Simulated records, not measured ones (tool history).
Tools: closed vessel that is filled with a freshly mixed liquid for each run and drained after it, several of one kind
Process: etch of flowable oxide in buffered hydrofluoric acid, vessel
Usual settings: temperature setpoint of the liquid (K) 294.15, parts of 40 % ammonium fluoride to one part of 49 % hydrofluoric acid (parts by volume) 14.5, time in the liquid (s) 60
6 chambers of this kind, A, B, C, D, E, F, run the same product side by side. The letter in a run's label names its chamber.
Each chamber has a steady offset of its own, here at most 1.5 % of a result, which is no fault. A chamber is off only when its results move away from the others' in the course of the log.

run   hour  temperature setpoint of the liquid (K)  parts of 40 % ammonium fluoride to one part of 49 % hydrofluoric acid (parts by volume)  time in the liquid (s)  hours since the thermometer was replaced  hours since the hydrofluoric acid flow meter was replaced  read-back film thickness of the flowable oxide reference wafer, read on the same gauge (nm)  thickness taken off the flowable oxide on a monitor wafer (nm)
 1A    6.2                                  294.15                                                                                     14.5                      60                                    1558.6                                                       96.2                                                                                       150.03                                                          133.38
 2D   16.9                                  294.15                                                                                     14.5                      60                                     490.8                                                      844.8                                                                                       149.98                                                          128.49
 3E   26.4                                  294.15                                                                                     14.5                      60                                     688.4                                                     1270.6                                                                                       150.03                                                          130.44
 4F   39.4                                  294.15                                                                                     14.5                      60                                    1076.0                                                      979.0                                                                                       149.98                                                          131.58
 5C   46.5                                  294.15                                                                                     14.5                      60                                     358.0                                                     2012.0                                                                                       149.99                                                          130.82
 6B   55.9                                  294.15                                                                                     14.5                      60                                     460.2                                                      932.5                                                                                       150.01                                                          131.92
 7C   68.2                                  294.15                                                                                     14.5                      60                                     379.7                                                     2033.7                                                                                       150.02                                                          131.84
 8E   74.8                                  294.15                                                                                     14.5                      60                                     736.8                                                     1319.0                                                                                       150.01                                                          129.67
 9D   88.9                                  294.15                                                                                     14.5                      60                                     562.8                                                      916.8                                                                                       150.01                                                          129.06
10B   97.3                                  294.15                                                                                     14.5                      60                                     501.6                                                      973.9                                                                                       149.97                                                          130.74
11A  105.1                                  294.15                                                                                     14.5                      60                                    1657.5                                                      195.1                                                                                       150.01                                                          131.98
12F  116.1                                  294.15                                                                                     14.5                      60                                    1152.7                                                     1055.7                                                                                       150.00                                                          131.74
13B  127.0                                  294.15                                                                                     14.5                      60                                     531.3                                                     1003.6                                                                                       149.99                                                          129.94
     128.5  -- chamber C: hydrofluoric acid flow meter replaced
14F  137.7                                  294.15                                                                                     14.5                      60                                    1174.3                                                     1077.3                                                                                       150.00                                                          129.98
15D  147.4                                  294.15                                                                                     14.5                      60                                     621.3                                                      975.3                                                                                       149.97                                                          129.49
16E  155.9                                  294.15                                                                                     14.5                      60                                     817.9                                                     1400.1                                                                                       150.01                                                          134.42
17C  164.7                                  294.15                                                                                     14.5                      60                                     476.2                                                       36.2                                                                                       150.00                                                          130.98
18A  175.5                                  294.15                                                                                     14.5                      60                                    1727.9                                                      265.5                                                                                       150.06                                                          130.37
19F  188.5                                  294.15                                                                                     14.5                      60                                    1225.1                                                     1128.1                                                                                       150.01                                                          130.63
20E  197.3                                  294.15                                                                                     14.5                      60                                     859.3                                                     1441.5                                                                                       150.01                                                          134.36
21B  210.7                                  294.15                                                                                     14.5                      60                                     615.0                                                     1087.3                                                                                       150.03                                                          132.34
22A  217.1                                  294.15                                                                                     14.5                      60                                    1769.5                                                      307.1                                                                                       150.01                                                          133.29
23D  230.3                                  294.15                                                                                     14.5                      60                                     704.2                                                     1058.2                                                                                       150.00                                                          130.14
24C  241.3                                  294.15                                                                                     14.5                      60                                     552.8                                                      112.8                                                                                       150.00                                                          133.10
25A  252.2                                  294.15                                                                                     14.5                      60                                    1804.6                                                      342.2                                                                                       150.00                                                          132.79
26C  259.4                                  294.15                                                                                     14.5                      60                                     570.9                                                      130.9                                                                                       150.02                                                          132.77
27D  269.0                                  294.15                                                                                     14.5                      60                                     742.9                                                     1096.9                                                                                       150.00                                                          132.88
     274.1  -- chamber A: hydrofluoric acid flow meter replaced
28B  276.7                                  294.15                                                                                     14.5                      60                                     681.0                                                     1153.3                                                                                       150.01                                                          130.69
29F  289.7                                  294.15                                                                                     14.5                      60                                    1326.3                                                     1229.3                                                                                       149.98                                                          130.63
30E  298.4                                  294.15                                                                                     14.5                      60                                     960.4                                                     1542.6                                                                                       149.99                                                          141.64
31D  310.2                                  294.15                                                                                     14.5                      60                                     784.1                                                     1138.1                                                                                       149.99                                                          132.56
32B  322.8                                  294.15                                                                                     11.5                      60                                     727.1                                                     1199.4                                                                                       149.94                                                          164.49
33A  328.9                                  294.15                                                                                     11.5                      60                                    1881.3                                                       54.9                                                                                       149.99                                                          164.93
34F  342.8                                  294.15                                                                                     11.5                      60                                    1379.4                                                     1282.4                                                                                       149.98                                                          163.06
35E  350.7                                  294.15                                                                                     11.5                      60                                    1012.7                                                     1594.9                                                                                       150.00                                                          180.03
36C  361.4                                  294.15                                                                                     11.5                      60                                     672.9                                                      232.9                                                                                       149.99                                                          166.97
37B  369.3                                  294.15                                                                                     11.5                      60                                     773.6                                                     1245.9                                                                                       150.02                                                          163.09
38F  381.6                                  294.15                                                                                     14.5                      60                                    1418.2                                                     1321.2                                                                                       150.02                                                          130.41
39A  393.3                                  294.15                                                                                     14.5                      60                                    1945.7                                                      119.3                                                                                       150.01                                                          131.51
40C  400.3                                  291.65                                                                                     14.5                      60                                     711.8                                                      271.8                                                                                       150.02                                                          113.72
41D  412.2                                  291.65                                                                                     14.5                      60                                     886.1                                                     1240.1                                                                                       149.97                                                          113.00

Next, every chamber runs the same settings. What will each give?
42A  422.3                                  294.15                                                                                     14.5                      90                                                                                                                                                                                                                                                                 ?
42B  422.3                                  294.15                                                                                     14.5                      90                                                                                                                                                                                                                                                                 ?
42C  422.3                                  294.15                                                                                     14.5                      90                                                                                                                                                                                                                                                                 ?
42D  422.3                                  294.15                                                                                     14.5                      90                                                                                                                                                                                                                                                                 ?
42E  422.3                                  294.15                                                                                     14.5                      90                                                                                                                                                                                                                                                                 ?
42F  422.3                                  294.15                                                                                     14.5                      90                                                                                                                                                                                                                                                                 ?

run  thickness taken off the flowable oxide on a monitor wafer (nm)
42A                                                          194.02
42B                                                          197.49
42C                                                          194.29
42D                                                          196.66
42E                                                          220.60
42F                                                          195.15

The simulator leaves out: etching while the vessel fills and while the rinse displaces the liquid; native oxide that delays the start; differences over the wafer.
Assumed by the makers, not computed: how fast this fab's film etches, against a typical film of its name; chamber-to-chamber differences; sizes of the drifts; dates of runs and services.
